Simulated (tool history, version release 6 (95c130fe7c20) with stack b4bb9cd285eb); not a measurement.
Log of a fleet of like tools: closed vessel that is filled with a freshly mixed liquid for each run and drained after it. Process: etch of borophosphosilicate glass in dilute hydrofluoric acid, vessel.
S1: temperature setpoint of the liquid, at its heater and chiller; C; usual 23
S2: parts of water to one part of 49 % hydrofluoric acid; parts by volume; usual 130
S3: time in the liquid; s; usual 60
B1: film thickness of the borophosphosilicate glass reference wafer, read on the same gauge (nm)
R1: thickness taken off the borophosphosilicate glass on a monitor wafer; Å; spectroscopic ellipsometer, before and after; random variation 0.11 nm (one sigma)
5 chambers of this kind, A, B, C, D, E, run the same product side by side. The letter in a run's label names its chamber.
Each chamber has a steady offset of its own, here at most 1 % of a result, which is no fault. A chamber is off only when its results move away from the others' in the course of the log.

run   hour  S1   S2  S3      B1      R1
 1B   11.4  23  130  60  100.04  155.78
 2C   19.9  23  130  60  100.04  158.36
 3D     30  23  130  60  100.04  155.77
 4A   37.7  23  130  60  99.998  154.23
 5E   45.9  23  130  60  99.977  155.01
 6E   55.7  23  130  60  99.983  153.69
 7B   67.8  23  155  30  99.986    63.9
 8A   76.3  23  155  30  99.976  62.756
      78.6  -- chamber E: thermometer replaced
 9C   88.8  23  155  30  99.987  64.438
10D  101.6  23  155  30  99.957  63.856
11E    113  23  155  30  100.02   63.64
12B  123.7  23  130  60  100.01  158.86
13D  130.9  23  130  60  100.02  154.42
14C  141.1  23  130  60     100  153.15
     145.8  -- chamber B: hydrofluoric acid flow meter replaced
15A  150.1  23  130  60  100.01  152.81
16D    156  23  130  60   99.99  154.81
17E  163.7  23  130  60  100.01  154.39
18A  171.7  23  130  60  100.03  153.19
19B  178.5  23  150  70  100.03  157.14
20C  190.2  23  150  70  99.986  149.57
21D  196.3  23  150  70     100  153.12
22C    203  23  150  70  99.966  150.03
23E  215.7  23  150  70  100.01  152.52
24B  224.7  23  130  60  99.978  156.37
25A  233.3  23  130  60  99.983  153.92
26C  242.4  23  130  60  100.01  147.11
27E    251  23  130  60  100.01  156.41
28B  256.9  23  130  60  99.991  157.85
     265.1  -- chamber D: hydrofluoric acid flow meter replaced
29D  265.8  23  130  60  100.02  155.41
30A  273.8  23  130  60  100.02  154.45
31B  283.2  23  130  60  100.03  155.78
32C  289.5  23  130  60     100  147.23
33A  301.3  23  130  60  99.988  154.62

What goes on in this fleet: one chamber off, a drifting gauge, or nothing beyond the chambers' own small offsets? Name the chamber and the cause, if any.

Chamber C drifts away from the others.
Cause: hydrofluoric acid flow below the setpoint (%) = 6.58.
The log may not tell that from: liquid colder than its thermometer reads (K).

Here are 4 candidates for chamber C's next run, each the usual settings with a change, their results left as question marks. Which one brings its results back in line with what the others give on the usual settings?
In line means no further than this from the other chambers' mean on the usual settings: R1 3.8 Å
34C-1  310.6  25  130  60       ?
34C-2  310.6  21  130  60       ?
34C-3  310.6  24  130  60       ?
34C-4  310.6  22  130  60       ?

The other chambers' mean on the usual settings: R1 155.3 Å
  run      R1
34C-1  156.49
34C-2  133.88
34C-3  150.55
34C-4  139.27
34C-1 brings the chamber back in line.
